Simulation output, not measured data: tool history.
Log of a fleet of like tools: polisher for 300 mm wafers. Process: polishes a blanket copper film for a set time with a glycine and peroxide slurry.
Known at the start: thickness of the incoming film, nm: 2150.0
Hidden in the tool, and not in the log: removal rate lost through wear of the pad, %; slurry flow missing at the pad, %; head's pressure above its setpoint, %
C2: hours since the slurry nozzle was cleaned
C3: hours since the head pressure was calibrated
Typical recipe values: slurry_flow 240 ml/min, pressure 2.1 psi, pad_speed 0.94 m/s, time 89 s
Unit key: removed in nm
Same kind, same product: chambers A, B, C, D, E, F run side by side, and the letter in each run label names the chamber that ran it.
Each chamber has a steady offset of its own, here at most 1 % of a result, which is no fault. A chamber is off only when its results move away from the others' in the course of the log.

Run 1D, hour 6.3: usual settings; wafers polished on this pad 172; C2 475.9; C3 1183.1. Result: removed 302.56 nm.
At hour 11.5: chamber B: slurry nozzle cleaned.
Run 2B, hour 19: usual settings; wafers polished on this pad 234; C2 7.5; C3 856.1. Result: removed 296.55 nm.
Run 3A, hour 27.2: usual settings; wafers polished on this pad 245; C2 335.9; C3 312.8. Result: removed 305.6 nm.
At hour 27.3: chamber D: head pressure recalibrated.
Run 4E, hour 39.8: usual settings; wafers polished on this pad 947; C2 210.1; C3 916.9. Result: removed 304.55 nm.
Run 5C, hour 47.5: usual settings but pressure 1.5 psi, time 68 s; wafers polished on this pad 417; C2 427.6; C3 581.5. Result: removed 176.23 nm.
Run 6F, hour 54.3: usual settings but pressure 1.5 psi, time 68 s; wafers polished on this pad 510; C2 291.7; C3 296.7. Result: removed 178.19 nm.
Run 7E, hour 65.4: usual settings but pressure 1.5 psi, time 68 s; wafers polished on this pad 1105; C2 235.7; C3 942.5. Result: removed 178.19 nm.
At hour 67.9: chamber F: worn pad replaced by a new one.
Run 8F, hour 73.2: usual settings but pressure 1.5 psi, time 68 s; wafers polished on this pad 32; C2 310.6; C3 315.6. Result: removed 179.3 nm.
At hour 74: chamber D: slurry nozzle cleaned.
Run 9D, hour 83.7: usual settings but pressure 1.5 psi, time 68 s; wafers polished on this pad 648; C2 9.7; C3 56.4. Result: removed 178.12 nm.
At hour 90.1: chamber F: slurry nozzle cleaned.
At hour 92.1: chamber A: slurry nozzle cleaned.
Run 10C, hour 94.4: usual settings but pressure 1.5 psi, time 68 s; wafers polished on this pad 705; C2 474.5; C3 628.4. Result: removed 177.36 nm.
At hour 97.8: chamber C: worn pad replaced by a new one.
At hour 101.4: chamber E: slurry nozzle cleaned.
At hour 101.6: chamber A: worn pad replaced by a new one.
Run 11A, hour 102.4: usual settings; wafers polished on this pad 5; C2 10.4; C3 388. Result: removed 305.76 nm.
At hour 104.2: chamber B: worn pad replaced by a new one.
Run 12B, hour 114.5: usual settings; wafers polished on this pad 63; C2 103; C3 951.6. Result: removed 302.16 nm.
At hour 120.1: chamber E: worn pad replaced by a new one.
Run 13A, hour 126.4: usual settings; wafers polished on this pad 153; C2 34.4; C3 412. Result: removed 300.16 nm.
Run 14D, hour 138.9: usual settings; wafers polished on this pad 987; C2 64.9; C3 111.6. Result: removed 291.04 nm.
Run 15F, hour 150.7: usual settings; wafers polished on this pad 509; C2 60.6; C3 393.1. Result: removed 304.01 nm.
At hour 154.8: chamber B: head pressure recalibrated.
At hour 155.6: chamber F: worn pad replaced by a new one.
Run 16C, hour 160.1: usual settings; wafers polished on this pad 383; C2 540.2; C3 694.1. Result: removed 305.27 nm.
Run 17E, hour 170.7: usual settings; wafers polished on this pad 311; C2 69.4; C3 1047.8. Result: removed 302.69 nm.
At hour 174.7: chamber C: head pressure recalibrated.
At hour 175.3: chamber E: head pressure recalibrated.
Run 18B, hour 181.9: usual settings; wafers polished on this pad 477; C2 170.4; C3 27.2. Result: removed 297.52 nm.
Run 19C, hour 195.7: usual settings but pad_speed 1.06 m/s, time 77 s; wafers polished on this pad 602; C2 575.8; C3 21.1. Result: removed 289.3 nm.
Run 20D, hour 207.8: usual settings but pad_speed 1.06 m/s, time 77 s; wafers polished on this pad 1411; C2 133.8; C3 180.5. Result: removed 279.52 nm.
At hour 212.9: chamber C: worn pad replaced by a new one.
Run 21B, hour 222.2: usual settings but pad_speed 1.06 m/s, time 77 s; wafers polished on this pad 725; C2 210.7; C3 67.5. Result: removed 288.48 nm.
At hour 232.4: chamber A: worn pad replaced by a new one.
Run 22A, hour 235.4: usual settings but pad_speed 1.06 m/s, time 77 s; wafers polished on this pad 18; C2 143.4; C3 521. Result: removed 283.33 nm.
Run 23F, hour 244.1: usual settings but pad_speed 1.06 m/s, time 77 s; wafers polished on this pad 544; C2 154; C3 486.5. Result: removed 283.55 nm.
At hour 246.8: chamber F: worn pad replaced by a new one.
At hour 247.3: chamber B: worn pad replaced by a new one.
Run 24E, hour 252.1: usual settings but pad_speed 1.06 m/s, time 77 s; wafers polished on this pad 811; C2 150.8; C3 76.8. Result: removed 286.15 nm.
Run 25D, hour 265.1: usual settings; wafers polished on this pad 1763; C2 191.1; C3 237.8. Result: removed 282.51 nm.
Run 26C, hour 275.3: usual settings; wafers polished on this pad 384; C2 655.4; C3 100.7. Result: removed 298.37 nm.
Run 27B, hour 288.3: usual settings; wafers polished on this pad 252; C2 276.8; C3 133.6. Result: removed 302.48 nm.
Run 28F, hour 295: usual settings but slurry_flow 200 ml/min; wafers polished on this pad 297; C2 204.9; C3 537.4. Result: removed 290.18 nm.
Run 29A, hour 309.4: usual settings but slurry_flow 200 ml/min; wafers polished on this pad 473; C2 217.4; C3 595. Result: removed 292.5 nm.
At hour 315.7: chamber E: slurry nozzle cleaned.
Run 30E, hour 323.1: usual settings but slurry_flow 200 ml/min; wafers polished on this pad 1248; C2 7.4; C3 147.8. Result: removed 299.93 nm.
Run 31D, hour 337.4: usual settings but slurry_flow 200 ml/min; wafers polished on this pad 2208; C2 263.4; C3 310.1. Result: removed 273.93 nm.
At hour 340.5: chamber C: worn pad replaced by a new one.
At hour 344.6: chamber E: worn pad replaced by a new one.
At hour 346.4: chamber F: worn pad replaced by a new one.
Run 32A, hour 350: usual settings but slurry_flow 200 ml/min; wafers polished on this pad 723; C2 258; C3 635.6. Result: removed 296.49 nm.
Run 33B, hour 362: usual settings but slurry_flow 200 ml/min; wafers polished on this pad 705; C2 350.5; C3 207.3. Result: removed 295.92 nm.
At hour 364.5: chamber A: worn pad replaced by a new one.
Run 34E, hour 373.5: usual settings; wafers polished on this pad 177; C2 57.8; C3 198.2. Result: removed 298.59 nm.
At hour 375.2: chamber F: slurry nozzle cleaned.
Run 35C, hour 383.9: usual settings; wafers polished on this pad 267; C2 764; C3 209.3. Result: removed 301.34 nm.
Run 36F, hour 394.4: usual settings; wafers polished on this pad 295; C2 19.3; C3 636.8. Result: removed 298.95 nm.
Run 37E, hour 403.8: usual settings; wafers polished on this pad 364; C2 88.1; C3 228.5. Result: removed 299.1 nm.
Run 38A, hour 410.9: usual settings but slurry_flow 315 ml/min, time 113 s; wafers polished on this pad 285; C2 318.9; C3 696.5. Result: removed 381.3 nm.
Run 39F, hour 418.6: usual settings but slurry_flow 315 ml/min, time 113 s; wafers polished on this pad 444; C2 43.5; C3 661. Result: removed 395.91 nm.
Run 40C, hour 432.2: usual settings but slurry_flow 315 ml/min, time 113 s; wafers polished on this pad 564; C2 812.3; C3 257.6. Result: removed 397.27 nm.
Run 41D, hour 441: usual settings but slurry_flow 315 ml/min, time 113 s; wafers polished on this pad 2845; C2 367; C3 413.7. Result: removed 350.38 nm.

Next, every chamber runs the same settings. What will each give?
Run 42A, hour 451.4: usual settings but slurry_flow 190 ml/min. Result: removed ?.
Run 42B, hour 451.4: usual settings but slurry_flow 190 ml/min. Result: removed ?.
Run 42C, hour 451.4: usual settings but slurry_flow 190 ml/min. Result: removed ?.
Run 42D, hour 451.4: usual settings but slurry_flow 190 ml/min. Result: removed ?.
Run 42E, hour 451.4: usual settings but slurry_flow 190 ml/min. Result: removed ?.
Run 42F, hour 451.4: usual settings but slurry_flow 190 ml/min. Result: removed ?.

run  removed
42A   293.18
42B   287.39
42C   290.88
42D   261.08
42E   295.41
42F   286.36
